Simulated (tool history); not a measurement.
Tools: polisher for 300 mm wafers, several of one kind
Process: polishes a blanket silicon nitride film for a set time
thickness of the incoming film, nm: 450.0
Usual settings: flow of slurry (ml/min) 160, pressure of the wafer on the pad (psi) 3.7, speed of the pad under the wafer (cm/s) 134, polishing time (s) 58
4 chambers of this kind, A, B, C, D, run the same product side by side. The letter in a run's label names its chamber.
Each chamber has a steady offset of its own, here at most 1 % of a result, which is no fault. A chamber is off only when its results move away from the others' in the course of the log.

| run | day | flow of slurry (ml/min) | pressure of the wafer on the pad (psi) | speed of the pad under the wafer (cm/s) | polishing time (s) | film removed (Å) |
|---|---|---|---|---|---|---|
| 1C | 0.212 | 160 | 3.7 | 134 | 58 | 1499.0 |
|  | 0.525 | chamber A: worn pad replaced by a new one |
|  | 0.604 | chamber C: worn pad replaced by a new one |
| 2D | 0.633 | 160 | 3.7 | 134 | 58 | 1485.0 |
| 3A | 0.854 | 160 | 3.7 | 134 | 58 | 1493.3 |
| 4B | 1.262 | 160 | 3.7 | 134 | 58 | 1476.4 |
|  | 1.658 | chamber B: worn pad replaced by a new one |
| 5A | 1.658 | 160 | 3.7 | 134 | 58 | 1525.1 |
| 6D | 1.900 | 200 | 2.5 | 134 | 58 | 1053.8 |
| 7B | 2.325 | 200 | 2.5 | 134 | 58 | 1038.3 |
| 8C | 2.629 | 200 | 2.5 | 134 | 58 | 1050.4 |
|  | 2.800 | chamber C: worn pad replaced by a new one |
| 9A | 2.879 | 200 | 2.5 | 134 | 58 | 1043.3 |
| 10C | 3.271 | 160 | 3.7 | 134 | 58 | 1493.8 |
| 11D | 3.646 | 160 | 3.7 | 134 | 58 | 1462.0 |
|  | 3.817 | chamber B: worn pad replaced by a new one |
| 12B | 4.021 | 110 | 3.7 | 134 | 58 | 1352.8 |
| 13D | 4.333 | 110 | 3.7 | 134 | 58 | 1340.1 |
|  | 4.521 | chamber A: head pressure recalibrated |
| 14A | 4.554 | 110 | 3.7 | 134 | 58 | 1415.4 |
| 15B | 4.842 | 110 | 3.7 | 134 | 58 | 1370.7 |
|  | 4.988 | chamber A: worn pad replaced by a new one |
| 16C | 5.112 | 160 | 3.7 | 134 | 58 | 1450.1 |
| 17A | 5.417 | 160 | 3.7 | 134 | 58 | 1517.9 |
|  | 5.729 | chamber C: worn pad replaced by a new one |
| 18B | 5.754 | 160 | 3.7 | 134 | 58 | 1461.6 |
| 19D | 5.971 | 160 | 3.7 | 134 | 58 | 1432.7 |
|  | 6.100 | chamber B: worn pad replaced by a new one |
| 20C | 6.283 | 160 | 3.7 | 134 | 58 | 1509.0 |
| 21B | 6.638 | 160 | 3.7 | 134 | 58 | 1498.2 |
| 22C | 6.900 | 160 | 3.7 | 134 | 58 | 1496.2 |
|  | 6.938 | chamber B: head pressure recalibrated |
| 23A | 7.292 | 160 | 3.7 | 134 | 58 | 1487.4 |
| 24D | 7.692 | 160 | 3.7 | 134 | 58 | 1361.0 |
|  | 7.775 | chamber C: head pressure recalibrated |
|  | 8.033 | chamber C: worn pad replaced by a new one |
| 25A | 8.079 | 180 | 3.0 | 134 | 58 | 1203.5 |
| 26B | 8.446 | 180 | 3.0 | 134 | 58 | 1213.0 |
|  | 8.483 | chamber B: worn pad replaced by a new one |
| 27D | 8.662 | 180 | 3.0 | 134 | 58 | 1149.9 |
| 28C | 8.858 | 180 | 3.0 | 134 | 58 | 1232.1 |
| 29D | 9.242 | 160 | 3.7 | 134 | 58 | 1370.4 |
|  | 9.288 | chamber A: worn pad replaced by a new one |
|  | 9.454 | chamber D: slurry nozzle cleaned |
| 30B | 9.550 | 160 | 3.7 | 96 | 72 | 1402.8 |
| 31C | 9.829 | 160 | 3.7 | 96 | 72 | 1424.7 |
| 32A | 10.042 | 160 | 3.7 | 96 | 72 | 1476.5 |
| 33D | 10.371 | 160 | 3.7 | 96 | 72 | 1253.5 |

Is one chamber off against the others, does the gauge drift, or is nothing wrong? If a chamber is off, say which, and what the likeliest cause is.

Chamber D drifts away from the others.
Cause: removal rate lost through wear of the pad, % = 11.3.
The log may not tell that from: head's pressure below its setpoint, %.

Here are 4 candidates for chamber D's next run, each the usual settings with a change, their results left as question marks. Which one brings its results back in line with what the others give on the usual settings?
In line means no further than this from the other chambers' mean on the usual settings: film removed (Å) 63.0
| 34D-1 | 10.696 | 160 | 3.7 | 134 | 60 | ? |
| 34D-2 | 10.696 | 160 | 3.7 | 132 | 57 | ? |
| 34D-3 | 10.696 | 160 | 3.9 | 138 | 60 | ? |
| 34D-4 | 10.696 | 160 | 3.5 | 130 | 56 | ? |

The other chambers' mean on the usual settings: film removed (Å) 1491.3
| run | film removed (Å) |
|---|---|
| 34D-1 | 1393.1 |
| 34D-2 | 1307.4 |
| 34D-3 | 1505.0 |
| 34D-4 | 1199.1 |
34D-3 brings the chamber back in line.
